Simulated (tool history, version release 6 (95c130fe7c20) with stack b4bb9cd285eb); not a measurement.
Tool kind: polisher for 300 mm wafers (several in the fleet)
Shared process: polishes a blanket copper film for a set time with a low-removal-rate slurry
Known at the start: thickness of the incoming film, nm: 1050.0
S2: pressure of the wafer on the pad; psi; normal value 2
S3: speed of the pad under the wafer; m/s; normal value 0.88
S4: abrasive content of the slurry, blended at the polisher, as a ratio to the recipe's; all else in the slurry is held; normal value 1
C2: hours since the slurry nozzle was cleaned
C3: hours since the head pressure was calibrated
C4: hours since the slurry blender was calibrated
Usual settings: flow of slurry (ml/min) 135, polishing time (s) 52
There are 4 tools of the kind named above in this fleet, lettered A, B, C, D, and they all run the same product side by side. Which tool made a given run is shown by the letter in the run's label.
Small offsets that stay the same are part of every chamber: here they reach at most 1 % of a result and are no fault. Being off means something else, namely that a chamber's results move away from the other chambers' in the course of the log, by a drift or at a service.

run 1A hour=8 | flow_of_slurry_(ml/min)=135 S2=2 S3=0.88 S4=1 polishing_time_(s)=52 | wafers_polished_on_this_pad=725 C2=315 C3=150.4 C4=16 | film_removed_(Å)=801.14
run 2D hour=19 | flow_of_slurry_(ml/min)=135 S2=2 S3=0.88 S4=1 polishing_time_(s)=52 | wafers_polished_on_this_pad=921 C2=367.4 C3=457.6 C4=168.9 | film_removed_(Å)=797.28
run 3C hour=31.9 | flow_of_slurry_(ml/min)=135 S2=2 S3=0.88 S4=1 polishing_time_(s)=52 | wafers_polished_on_this_pad=545 C2=34.9 C3=554.7 C4=106.1 | film_removed_(Å)=788.7
-- hour=35.3 chamber B: worn pad replaced by a new one
run 4B hour=46.4 | flow_of_slurry_(ml/min)=135 S2=2 S3=0.88 S4=1 polishing_time_(s)=52 | wafers_polished_on_this_pad=91 C2=155.4 C3=625.9 C4=59.7 | film_removed_(Å)=781.54
run 5D hour=55.7 | flow_of_slurry_(ml/min)=135 S2=2 S3=0.88 S4=1 polishing_time_(s)=52 | wafers_polished_on_this_pad=1222 C2=404.1 C3=494.3 C4=205.6 | film_removed_(Å)=791.4
-- hour=56.3 chamber C: worn pad replaced by a new one
-- hour=57.2 chamber A: slurry nozzle cleaned
-- hour=58.4 chamber D: worn pad replaced by a new one
run 6B hour=66.1 | flow_of_slurry_(ml/min)=135 S2=2 S3=0.88 S4=1 polishing_time_(s)=52 | wafers_polished_on_this_pad=252 C2=175.1 C3=645.6 C4=79.4 | film_removed_(Å)=796.91
run 7C hour=76.6 | flow_of_slurry_(ml/min)=135 S2=2 S3=0.88 S4=1 polishing_time_(s)=52 | wafers_polished_on_this_pad=166 C2=79.6 C3=599.4 C4=150.8 | film_removed_(Å)=791.69
run 8A hour=88.3 | flow_of_slurry_(ml/min)=135 S2=2 S3=0.88 S4=1 polishing_time_(s)=52 | wafers_polished_on_this_pad=1383 C2=31.2 C3=230.7 C4=96.3 | film_removed_(Å)=807.17
-- hour=91.7 chamber B: worn pad replaced by a new one
run 9C hour=95 | flow_of_slurry_(ml/min)=135 S2=2 S3=0.88 S4=1 polishing_time_(s)=52 | wafers_polished_on_this_pad=317 C2=98 C3=617.8 C4=169.2 | film_removed_(Å)=798.41
run 10A hour=105.7 | flow_of_slurry_(ml/min)=135 S2=2 S3=0.88 S4=1 polishing_time_(s)=52 | wafers_polished_on_this_pad=1525 C2=48.6 C3=248.1 C4=113.7 | film_removed_(Å)=805.85
-- hour=108.3 chamber A: worn pad replaced by a new one
run 11B hour=117 | flow_of_slurry_(ml/min)=135 S2=2 S3=0.88 S4=1 polishing_time_(s)=52 | wafers_polished_on_this_pad=207 C2=226 C3=696.5 C4=130.3 | film_removed_(Å)=783.41
run 12D hour=124.4 | flow_of_slurry_(ml/min)=135 S2=2 S3=0.88 S4=1 polishing_time_(s)=52 | wafers_polished_on_this_pad=541 C2=472.8 C3=563 C4=274.3 | film_removed_(Å)=796.41
-- hour=127.9 chamber C: worn pad replaced by a new one
run 13A hour=136.9 | flow_of_slurry_(ml/min)=135 S2=2 S3=0.88 S4=1 polishing_time_(s)=52 | wafers_polished_on_this_pad=234 C2=79.8 C3=279.3 C4=144.9 | film_removed_(Å)=796.86
run 14B hour=147 | flow_of_slurry_(ml/min)=135 S2=2 S3=0.88 S4=1 polishing_time_(s)=52 | wafers_polished_on_this_pad=453 C2=256 C3=726.5 C4=160.3 | film_removed_(Å)=779.02
-- hour=152.3 chamber B: worn pad replaced by a new one
run 15D hour=155.7 | flow_of_slurry_(ml/min)=135 S2=2.4 S3=0.88 S4=0.85 polishing_time_(s)=52 | wafers_polished_on_this_pad=797 C2=504.1 C3=594.3 C4=305.6 | film_removed_(Å)=913.97
run 16C hour=170.9 | flow_of_slurry_(ml/min)=135 S2=2.4 S3=0.88 S4=0.85 polishing_time_(s)=52 | wafers_polished_on_this_pad=353 C2=173.9 C3=693.7 C4=245.1 | film_removed_(Å)=899.5
run 17D hour=181.8 | flow_of_slurry_(ml/min)=135 S2=2.4 S3=0.88 S4=0.85 polishing_time_(s)=52 | wafers_polished_on_this_pad=1011 C2=530.2 C3=620.4 C4=331.7 | film_removed_(Å)=928.86
-- hour=192.1 chamber D: slurry blender recalibrated
run 18C hour=193.9 | flow_of_slurry_(ml/min)=135 S2=2.4 S3=0.88 S4=0.85 polishing_time_(s)=52 | wafers_polished_on_this_pad=541 C2=196.9 C3=716.7 C4=268.1 | film_removed_(Å)=878.04
-- hour=195.9 chamber B: slurry nozzle cleaned
-- hour=197.4 chamber B: slurry blender recalibrated
-- hour=197.4 chamber D: worn pad replaced by a new one
run 19A hour=203 | flow_of_slurry_(ml/min)=135 S2=2 S3=0.88 S4=1 polishing_time_(s)=52 | wafers_polished_on_this_pad=776 C2=145.9 C3=345.4 C4=211 | film_removed_(Å)=782.69
run 20B hour=211.1 | flow_of_slurry_(ml/min)=135 S2=2 S3=0.88 S4=1 polishing_time_(s)=52 | wafers_polished_on_this_pad=482 C2=15.3 C3=790.6 C4=13.8 | film_removed_(Å)=797.97
-- hour=212.9 chamber B: worn pad replaced by a new one
-- hour=217.7 chamber C: worn pad replaced by a new one
run 21C hour=223.4 | flow_of_slurry_(ml/min)=135 S2=2 S3=0.88 S4=1 polishing_time_(s)=52 | wafers_polished_on_this_pad=47 C2=226.4 C3=746.2 C4=297.6 | film_removed_(Å)=743.81
run 22A hour=231.7 | flow_of_slurry_(ml/min)=135 S2=2 S3=0.88 S4=1 polishing_time_(s)=52 | wafers_polished_on_this_pad=1011 C2=174.6 C3=374.1 C4=239.7 | film_removed_(Å)=796.74
run 23D hour=240 | flow_of_slurry_(ml/min)=135 S2=1.5 S3=0.88 S4=1 polishing_time_(s)=52 | wafers_polished_on_this_pad=349 C2=588.4 C3=678.6 C4=47.9 | film_removed_(Å)=604.91
run 24B hour=248.6 | flow_of_slurry_(ml/min)=135 S2=1.5 S3=0.88 S4=1 polishing_time_(s)=52 | wafers_polished_on_this_pad=293 C2=52.8 C3=828.1 C4=51.3 | film_removed_(Å)=591.13
run 25B hour=258.7 | flow_of_slurry_(ml/min)=135 S2=1.5 S3=0.88 S4=1 polishing_time_(s)=52 | wafers_polished_on_this_pad=376 C2=62.9 C3=838.2 C4=61.4 | film_removed_(Å)=593.29
run 26D hour=268 | flow_of_slurry_(ml/min)=135 S2=1.5 S3=0.88 S4=1 polishing_time_(s)=52 | wafers_polished_on_this_pad=579 C2=616.4 C3=706.6 C4=75.9 | film_removed_(Å)=597.14

Is one chamber off against the others, does the gauge drift, or is nothing wrong? If a chamber is off, say which, and what the likeliest cause is.

It is chamber C that slowly wanders off from its peers.
Cause: abrasive missing from the slurry, % = 32.4.
With only this log, it may be confused with: slurry flow missing at the pad, %; head's pressure below its setpoint, %.

Below are 4 candidate recipes for chamber C's next run, each the usual settings with a change, their results shown as question marks. Which of them brings C's results back in line with what the other chambers give on the usual settings?
In line means no further than this from the other chambers' mean on the usual settings: film removed (Å) 33
run 27C-1 hour=278.9 | flow_of_slurry_(ml/min)=135 S2=2.2 S3=0.88 S4=1 polishing_time_(s)=56 | film_removed_(Å)=?
run 27C-2 hour=278.9 | flow_of_slurry_(ml/min)=135 S2=1.9 S3=0.84 S4=1 polishing_time_(s)=49 | film_removed_(Å)=?
run 27C-3 hour=278.9 | flow_of_slurry_(ml/min)=135 S2=2 S3=0.92 S4=1 polishing_time_(s)=54 | film_removed_(Å)=?
run 27C-4 hour=278.9 | flow_of_slurry_(ml/min)=135 S2=2 S3=0.84 S4=1 polishing_time_(s)=50 | film_removed_(Å)=?

Usual-settings mean across the other chambers: film removed (Å) 794.49
run=27C-1 film_removed_(Å)=868
run=27C-2 film_removed_(Å)=625.8
run=27C-3 film_removed_(Å)=796.12
run=27C-4 film_removed_(Å)=672.13
27C-3 is the one that brings the chamber's results back in line with the other chambers.
